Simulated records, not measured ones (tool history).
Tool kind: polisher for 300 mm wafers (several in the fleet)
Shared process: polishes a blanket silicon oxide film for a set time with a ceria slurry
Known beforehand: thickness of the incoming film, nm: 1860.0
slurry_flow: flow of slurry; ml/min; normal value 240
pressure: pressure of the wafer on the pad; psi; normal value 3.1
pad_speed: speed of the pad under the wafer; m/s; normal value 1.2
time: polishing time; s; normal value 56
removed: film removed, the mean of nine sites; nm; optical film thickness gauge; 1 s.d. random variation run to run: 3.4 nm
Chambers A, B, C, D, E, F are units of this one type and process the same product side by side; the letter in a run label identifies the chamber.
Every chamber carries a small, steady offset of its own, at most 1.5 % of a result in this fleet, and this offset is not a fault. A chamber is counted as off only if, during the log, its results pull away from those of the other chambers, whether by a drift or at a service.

run   hour  slurry_flow  pressure  pad_speed  time  removed
 1D     11          240       3.1        1.2    56   322.92
 2F     22          240       3.1        1.2    56   319.48
      29.1  -- chamber F: slurry nozzle cleaned
      32.1  -- chamber D: slurry nozzle cleaned
 3C   32.5          240       3.1        1.2    56   317.97
      37.9  -- chamber F: worn pad replaced by a new one
 4B   44.2          240       3.1        1.2    56   331.37
      46.5  -- chamber E: worn pad replaced by a new one
 5A   55.9          240       3.1        1.2    56   325.27
      64.9  -- chamber A: worn pad replaced by a new one
 6E     65          240       3.1        1.2    56   324.32
      74.3  -- chamber C: worn pad replaced by a new one
 7D   77.8          240       3.1        1.2    56   314.65
      79.7  -- chamber B: worn pad replaced by a new one
      82.9  -- chamber D: worn pad replaced by a new one
 8A   84.5          240       3.1        1.2    56   324.84
 9C   91.1          240       3.1        1.2    56      322
10E  101.1          240       3.1        1.2    56   322.79
11B  107.9          315       3.1        1.2    56   335.81
       117  -- chamber F: worn pad replaced by a new one
     118.4  -- chamber E: head pressure recalibrated
12F    121          315       3.1        1.2    56    329.2
13A  131.6          315       3.1        1.2    56   334.33
       136  -- chamber B: head pressure recalibrated
14B  144.3          315       3.1        1.2    56   331.12
     147.4  -- chamber E: worn pad replaced by a new one
15F  151.5          315       3.1        1.2    56   334.39
     156.4  -- chamber C: worn pad replaced by a new one
16D  160.5          315       3.1        1.2    56   331.17
17C  171.6          240       3.1        1.2    56   322.33
     174.4  -- chamber D: worn pad replaced by a new one
     175.6  -- chamber B: worn pad replaced by a new one
18E  183.6          240       3.1        1.2    56   322.61
19C  197.6          240       3.1        1.2    43   246.09
     200.5  -- chamber F: worn pad replaced by a new one
20E  203.9          240       3.1        1.2    43   251.75
21A  212.8          240       3.1        1.2    43   244.57
22D    224          240       3.1        1.2    43    246.6
23F  232.2          240       3.1        1.2    43   248.88
     232.9  -- chamber A: worn pad replaced by a new one
     239.7  -- chamber C: worn pad replaced by a new one
24B  241.5          240       3.1        1.2    43   250.58
     248.3  -- chamber D: slurry nozzle cleaned
     252.4  -- chamber B: worn pad replaced by a new one
25B  255.3          240       3.1        1.2    56   325.61
     257.6  -- chamber E: worn pad replaced by a new one
26E  265.1          240       3.1        1.2    56    322.8
     267.1  -- chamber C: slurry nozzle cleaned
     271.8  -- chamber D: worn pad replaced by a new one
27A  277.5          240       3.1        1.2    56    327.2
     285.9  -- chamber A: head pressure recalibrated
     288.7  -- chamber F: worn pad replaced by a new one
28C  288.9          240       3.1        1.2    56   321.31
     292.9  -- chamber A: slurry nozzle cleaned
29F  298.2          240       3.1        1.2    56   317.97
30D  310.4          240       3.1        1.2    56   323.09
       317  -- chamber C: worn pad replaced by a new one
31B  320.8          240       3.1        1.2    56   326.96
32A  327.3          315       3.1          1    56   275.79
     328.7  -- chamber B: worn pad replaced by a new one
33F  335.9          315       3.1          1    56   273.07
34E  349.5          315       3.1          1    56   276.49
     353.8  -- chamber E: worn pad replaced by a new one
35C  357.5          315       3.1          1    56    272.3
36D  364.7          315       3.1          1    56    274.7
       369  -- chamber F: worn pad replaced by a new one
37E  378.6          315       3.1          1    56   272.52
     385.5  -- chamber D: worn pad replaced by a new one
       386  -- chamber A: worn pad replaced by a new one
38B  386.5          240       3.1        1.2    56    323.5
39D  394.1          240       3.1        1.2    56   323.84
       396  -- chamber C: worn pad replaced by a new one
40A  402.1          240       3.1        1.2    56   329.17
41C  413.5          240       3.1        1.2    56   320.78
42F  426.6          240       3.1        1.2    56   326.66
43D  436.8          240       3.1        1.2    56    319.8

Is one chamber off against the others, does the gauge drift, or is nothing wrong? If a chamber is off, say which, and what the likeliest cause is.

No chamber stands off beyond its own small offset, and the gauge holds steady.

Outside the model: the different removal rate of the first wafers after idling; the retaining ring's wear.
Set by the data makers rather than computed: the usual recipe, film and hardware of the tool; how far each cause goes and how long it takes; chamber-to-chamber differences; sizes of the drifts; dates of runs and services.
